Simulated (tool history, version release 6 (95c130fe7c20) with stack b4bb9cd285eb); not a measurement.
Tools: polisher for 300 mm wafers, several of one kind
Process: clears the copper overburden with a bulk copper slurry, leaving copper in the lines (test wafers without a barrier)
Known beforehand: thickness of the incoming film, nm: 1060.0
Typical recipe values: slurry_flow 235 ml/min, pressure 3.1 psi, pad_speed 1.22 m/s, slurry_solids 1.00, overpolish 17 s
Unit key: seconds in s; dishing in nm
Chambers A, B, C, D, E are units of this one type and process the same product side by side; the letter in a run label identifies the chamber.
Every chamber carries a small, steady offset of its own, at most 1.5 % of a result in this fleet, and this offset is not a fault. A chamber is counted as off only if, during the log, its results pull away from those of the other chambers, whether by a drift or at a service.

{"run": "1A", "hour": 4.4, "slurry_flow": 235, "pressure": 3.1, "pad_speed": 1.22, "slurry_solids": 1.0, "overpolish": 17, "seconds": 105.18, "dishing": 91.227}
{"hour": 6.3, "done": "chamber C: worn pad replaced by a new one"}
{"run": "2B", "hour": 10.8, "slurry_flow": 235, "pressure": 3.1, "pad_speed": 1.22, "slurry_solids": 1.0, "overpolish": 17, "seconds": 106.43, "dishing": 89.629}
{"run": "3C", "hour": 16.9, "slurry_flow": 235, "pressure": 3.1, "pad_speed": 1.22, "slurry_solids": 1.0, "overpolish": 17, "seconds": 106.45, "dishing": 93.423}
{"run": "4E", "hour": 21.4, "slurry_flow": 235, "pressure": 3.1, "pad_speed": 1.22, "slurry_solids": 1.0, "overpolish": 17, "seconds": 107.75, "dishing": 92.16}
{"run": "5D", "hour": 28.0, "slurry_flow": 260, "pressure": 3.1, "pad_speed": 1.22, "slurry_solids": 1.0, "overpolish": 22, "seconds": 105.34, "dishing": 107.46}
{"hour": 29.7, "done": "chamber A: worn pad replaced by a new one"}
{"run": "6E", "hour": 31.4, "slurry_flow": 260, "pressure": 3.1, "pad_speed": 1.22, "slurry_solids": 1.0, "overpolish": 22, "seconds": 105.17, "dishing": 109.93}
{"run": "7C", "hour": 34.6, "slurry_flow": 260, "pressure": 3.1, "pad_speed": 1.22, "slurry_solids": 1.0, "overpolish": 22, "seconds": 105.93, "dishing": 111.97}
{"run": "8D", "hour": 40.4, "slurry_flow": 260, "pressure": 3.1, "pad_speed": 1.22, "slurry_solids": 1.0, "overpolish": 22, "seconds": 104.89, "dishing": 107.21}
{"run": "9A", "hour": 46.5, "slurry_flow": 260, "pressure": 3.1, "pad_speed": 1.22, "slurry_solids": 1.0, "overpolish": 22, "seconds": 105.24, "dishing": 108.72}
{"hour": 49.2, "done": "chamber B: worn pad replaced by a new one"}
{"run": "10B", "hour": 51.8, "slurry_flow": 235, "pressure": 3.1, "pad_speed": 1.22, "slurry_solids": 0.9, "overpolish": 17, "seconds": 109.98, "dishing": 90.006}
{"run": "11B", "hour": 55.8, "slurry_flow": 235, "pressure": 3.1, "pad_speed": 1.22, "slurry_solids": 0.9, "overpolish": 17, "seconds": 109.15, "dishing": 90.835}
{"run": "12E", "hour": 60.3, "slurry_flow": 235, "pressure": 3.1, "pad_speed": 1.22, "slurry_solids": 0.9, "overpolish": 17, "seconds": 107.66, "dishing": 90.848}
{"hour": 60.8, "done": "chamber E: worn pad replaced by a new one"}
{"run": "13A", "hour": 66.6, "slurry_flow": 235, "pressure": 3.1, "pad_speed": 1.22, "slurry_solids": 0.9, "overpolish": 17, "seconds": 107.95, "dishing": 91.149}
{"run": "14C", "hour": 72.3, "slurry_flow": 235, "pressure": 3.1, "pad_speed": 1.22, "slurry_solids": 0.9, "overpolish": 17, "seconds": 108.89, "dishing": 92.481}
{"hour": 75.6, "done": "chamber C: worn pad replaced by a new one"}
{"run": "15D", "hour": 76.6, "slurry_flow": 235, "pressure": 3.1, "pad_speed": 1.22, "slurry_solids": 1.0, "overpolish": 17, "seconds": 108.53, "dishing": 91.225}
{"hour": 79.2, "done": "chamber D: worn pad replaced by a new one"}
{"run": "16B", "hour": 81.3, "slurry_flow": 235, "pressure": 3.1, "pad_speed": 1.22, "slurry_solids": 1.0, "overpolish": 17, "seconds": 107.5, "dishing": 89.926}
{"run": "17A", "hour": 84.8, "slurry_flow": 235, "pressure": 3.1, "pad_speed": 1.22, "slurry_solids": 1.0, "overpolish": 17, "seconds": 104.62, "dishing": 91.879}
{"hour": 85.3, "done": "chamber A: worn pad replaced by a new one"}
{"run": "18E", "hour": 89.6, "slurry_flow": 235, "pressure": 3.1, "pad_speed": 1.22, "slurry_solids": 1.0, "overpolish": 17, "seconds": 108.67, "dishing": 93.654}
{"run": "19D", "hour": 94.3, "slurry_flow": 235, "pressure": 3.1, "pad_speed": 1.22, "slurry_solids": 1.0, "overpolish": 17, "seconds": 106.2, "dishing": 90.252}
{"hour": 95.5, "done": "chamber A: slurry blender recalibrated"}
{"run": "20C", "hour": 98.3, "slurry_flow": 235, "pressure": 3.1, "pad_speed": 1.22, "slurry_solids": 1.0, "overpolish": 17, "seconds": 107.94, "dishing": 91.445}
{"hour": 100.0, "done": "chamber D: slurry blender recalibrated"}
{"hour": 103.5, "done": "chamber B: worn pad replaced by a new one"}
{"run": "21C", "hour": 104.5, "slurry_flow": 235, "pressure": 3.1, "pad_speed": 1.22, "slurry_solids": 1.0, "overpolish": 17, "seconds": 105.99, "dishing": 94.177}
{"run": "22A", "hour": 109.3, "slurry_flow": 235, "pressure": 3.1, "pad_speed": 1.22, "slurry_solids": 1.0, "overpolish": 17, "seconds": 107.9, "dishing": 91.657}
{"hour": 110.2, "done": "chamber A: slurry nozzle cleaned"}
{"run": "23E", "hour": 113.2, "slurry_flow": 235, "pressure": 3.1, "pad_speed": 1.22, "slurry_solids": 1.0, "overpolish": 17, "seconds": 106.26, "dishing": 91.619}
{"hour": 115.1, "done": "chamber C: slurry nozzle cleaned"}
{"run": "24D", "hour": 117.4, "slurry_flow": 235, "pressure": 3.1, "pad_speed": 1.22, "slurry_solids": 1.0, "overpolish": 17, "seconds": 109.29, "dishing": 89.337}
{"hour": 118.0, "done": "chamber E: slurry blender recalibrated"}
{"run": "25B", "hour": 121.9, "slurry_flow": 235, "pressure": 3.1, "pad_speed": 1.22, "slurry_solids": 1.0, "overpolish": 17, "seconds": 107.21, "dishing": 91.342}
{"run": "26D", "hour": 128.9, "slurry_flow": 235, "pressure": 3.1, "pad_speed": 1.22, "slurry_solids": 1.0, "overpolish": 17, "seconds": 108.65, "dishing": 91.594}
{"hour": 129.3, "done": "chamber A: worn pad replaced by a new one"}
{"hour": 135.2, "done": "chamber C: worn pad replaced by a new one"}
{"run": "27B", "hour": 135.5, "slurry_flow": 235, "pressure": 3.1, "pad_speed": 1.22, "slurry_solids": 1.0, "overpolish": 17, "seconds": 108.33, "dishing": 91.637}
{"hour": 140.4, "done": "chamber E: slurry nozzle cleaned"}
{"run": "28E", "hour": 140.5, "slurry_flow": 235, "pressure": 3.1, "pad_speed": 1.22, "slurry_solids": 1.0, "overpolish": 17, "seconds": 106.59, "dishing": 93.19}
{"run": "29A", "hour": 144.6, "slurry_flow": 235, "pressure": 3.1, "pad_speed": 1.22, "slurry_solids": 1.0, "overpolish": 17, "seconds": 106.15, "dishing": 91.907}
{"run": "30C", "hour": 148.9, "slurry_flow": 235, "pressure": 3.1, "pad_speed": 1.22, "slurry_solids": 1.0, "overpolish": 17, "seconds": 108.16, "dishing": 93.666}
{"hour": 153.3, "done": "chamber B: worn pad replaced by a new one"}
{"run": "31A", "hour": 156.1, "slurry_flow": 235, "pressure": 3.1, "pad_speed": 1.22, "slurry_solids": 1.0, "overpolish": 17, "seconds": 104.53, "dishing": 92.285}
{"run": "32C", "hour": 160.8, "slurry_flow": 235, "pressure": 3.1, "pad_speed": 1.22, "slurry_solids": 1.0, "overpolish": 17, "seconds": 107.0, "dishing": 91.886}
{"run": "33D", "hour": 165.7, "slurry_flow": 235, "pressure": 3.1, "pad_speed": 1.22, "slurry_solids": 1.0, "overpolish": 17, "seconds": 108.44, "dishing": 88.881}
{"run": "34B", "hour": 169.1, "slurry_flow": 235, "pressure": 3.1, "pad_speed": 1.22, "slurry_solids": 1.0, "overpolish": 17, "seconds": 107.55, "dishing": 90.973}
{"run": "35E", "hour": 173.8, "slurry_flow": 235, "pressure": 3.1, "pad_speed": 1.58, "slurry_solids": 1.0, "overpolish": 17, "seconds": 83.26, "dishing": 108.82}
{"hour": 178.7, "done": "chamber A: worn pad replaced by a new one"}
{"run": "36A", "hour": 179.0, "slurry_flow": 235, "pressure": 3.1, "pad_speed": 1.58, "slurry_solids": 1.0, "overpolish": 17, "seconds": 80.871, "dishing": 106.27}
{"hour": 179.7, "done": "chamber D: worn pad replaced by a new one"}
{"hour": 179.9, "done": "chamber E: worn pad replaced by a new one"}
{"hour": 182.7, "done": "chamber B: slurry blender recalibrated"}
{"run": "37E", "hour": 183.6, "slurry_flow": 235, "pressure": 3.1, "pad_speed": 1.58, "slurry_solids": 1.0, "overpolish": 17, "seconds": 82.573, "dishing": 106.13}
{"run": "38B", "hour": 187.7, "slurry_flow": 235, "pressure": 3.1, "pad_speed": 1.58, "slurry_solids": 1.0, "overpolish": 17, "seconds": 83.674, "dishing": 105.41}
{"run": "39C", "hour": 191.7, "slurry_flow": 235, "pressure": 3.1, "pad_speed": 1.58, "slurry_solids": 1.0, "overpolish": 17, "seconds": 80.811, "dishing": 108.45}
{"run": "40D", "hour": 195.2, "slurry_flow": 235, "pressure": 3.1, "pad_speed": 1.22, "slurry_solids": 1.0, "overpolish": 17, "seconds": 107.54, "dishing": 90.948}
{"run": "41C", "hour": 201.4, "slurry_flow": 235, "pressure": 3.1, "pad_speed": 1.22, "slurry_solids": 1.0, "overpolish": 17, "seconds": 106.42, "dishing": 91.717}
{"run": "42D", "hour": 205.6, "slurry_flow": 280, "pressure": 3.1, "pad_speed": 1.22, "slurry_solids": 0.75, "overpolish": 17, "seconds": 111.31, "dishing": 86.976}

For the next run the whole fleet of 5 chambers uses the same settings. Give each chamber's results:
{"run": "43A", "hour": 210.8, "slurry_flow": 235, "pressure": 3.1, "pad_speed": 1.22, "slurry_solids": 0.75, "overpolish": 17, "seconds": "?", "dishing": "?"}
{"run": "43B", "hour": 210.8, "slurry_flow": 235, "pressure": 3.1, "pad_speed": 1.22, "slurry_solids": 0.75, "overpolish": 17, "seconds": "?", "dishing": "?"}
{"run": "43C", "hour": 210.8, "slurry_flow": 235, "pressure": 3.1, "pad_speed": 1.22, "slurry_solids": 0.75, "overpolish": 17, "seconds": "?", "dishing": "?"}
{"run": "43D", "hour": 210.8, "slurry_flow": 235, "pressure": 3.1, "pad_speed": 1.22, "slurry_solids": 0.75, "overpolish": 17, "seconds": "?", "dishing": "?"}
{"run": "43E", "hour": 210.8, "slurry_flow": 235, "pressure": 3.1, "pad_speed": 1.22, "slurry_solids": 0.75, "overpolish": 17, "seconds": "?", "dishing": "?"}

run=43A seconds=113.800 dishing=89.573
run=43B seconds=114.400 dishing=85.931
run=43C seconds=114.050 dishing=90.377
run=43D seconds=112.860 dishing=87.732
run=43E seconds=114.030 dishing=87.493
